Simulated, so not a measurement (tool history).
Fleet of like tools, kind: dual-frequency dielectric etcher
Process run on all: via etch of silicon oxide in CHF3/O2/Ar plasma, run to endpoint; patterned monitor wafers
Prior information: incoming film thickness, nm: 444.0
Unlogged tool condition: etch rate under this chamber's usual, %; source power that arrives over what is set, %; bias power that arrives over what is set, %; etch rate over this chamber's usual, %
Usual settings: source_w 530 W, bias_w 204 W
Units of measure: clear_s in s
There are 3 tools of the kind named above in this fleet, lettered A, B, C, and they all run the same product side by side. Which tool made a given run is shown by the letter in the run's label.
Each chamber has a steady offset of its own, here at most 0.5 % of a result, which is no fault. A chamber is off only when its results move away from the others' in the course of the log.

run     day  source_w  bias_w  hours since the last wet clean  hours since the last source power generator calibration  hours since the last bias power generator calibration  clear_s
 1C   0.471       530     204                           351.9                                                   2419.8                                                 2427.5   226.10
 2A   0.808       530     204                           244.3                                                    592.7                                                 2166.2   225.67
      0.829  -- chamber B: wet clean of the chamber
 3B   1.138       530     204                             7.4                                                   3049.6                                                 2152.4   226.16
 4C   1.779       530     204                           383.3                                                   2451.2                                                 2458.9   226.57
 5A   2.083       530     204                           274.9                                                    623.3                                                 2196.8   226.87
 6B   2.471       530     204                            39.4                                                   3081.6                                                 2184.4   226.12
 7C   2.792       530     204                           407.6                                                   2475.5                                                 2483.2   224.48
 8A   3.283       530     204                           303.7                                                    652.1                                                 2225.6   225.54
 9B   3.621       530     204                            67.0                                                   3109.2                                                 2212.0   225.06
10B   4.258       530     204                            82.3                                                   3124.5                                                 2227.3   224.01
11C   4.688       530     204                           453.1                                                   2521.0                                                 2528.7   221.29
12A   5.188       530     204                           349.4                                                    697.8                                                 2271.3   224.60
13B   5.688       530     204                           116.6                                                   3158.8                                                 2261.6   224.89
14C   6.325       530     204                           492.4                                                   2560.3                                                 2568.0   220.12
15A   6.962       530     204                           392.0                                                    740.4                                                 2313.9   225.20
16A   7.342       530     204                           401.1                                                    749.5                                                 2323.0   224.05
17B   7.658       530     204                           163.9                                                   3206.1                                                 2308.9   225.87
18C   7.988       530     204                           532.3                                                   2600.2                                                 2607.9   220.42
19C   8.529       410     204                           545.3                                                   2613.2                                                 2620.9   243.21
20B   9.175       410     204                           200.3                                                   3242.5                                                 2345.3   247.54
21A   9.767       410     204                           459.3                                                    807.7                                                 2381.2   247.97
22B  10.088       530     204                           222.2                                                   3264.4                                                 2367.2   225.44
23C  10.721       530     204                           597.9                                                   2665.8                                                 2673.5   217.97
     11.050  -- chamber A: bias power generator calibrated
24A  11.304       530     204                           496.2                                                    844.6                                                    6.2   226.19
25A  11.896       530     204                           510.4                                                    858.8                                                   20.4   224.48
26B  12.283       530     204                           274.9                                                   3317.1                                                 2419.9   224.61
27C  12.700       530     204                           645.4                                                   2713.3                                                 2721.0   215.07
28C  13.317       530     204                           660.2                                                   2728.1                                                 2735.8   214.98
     13.500  -- chamber B: source power generator calibrated
29B  13.950       530     204                           314.9                                                     10.9                                                 2459.9   225.35
30A  14.379       530     204                           570.0                                                    918.4                                                   80.0   224.52
31C  14.688       530     204                           693.1                                                   2761.0                                                 2768.7   213.95
32B  15.000       460     241                           340.1                                                     36.1                                                 2485.1   225.82
33A  15.292       460     241                           591.9                                                    940.3                                                  101.9   224.46

All 3 chambers run these settings next. Forecast each chamber's results:
34A  15.754       470     204                                                                                                                                                        ?
34B  15.754       470     204                                                                                                                                                        ?
34C  15.754       470     204                                                                                                                                                        ?

run  clear_s
34A   235.89
34B   236.22
34C   223.69
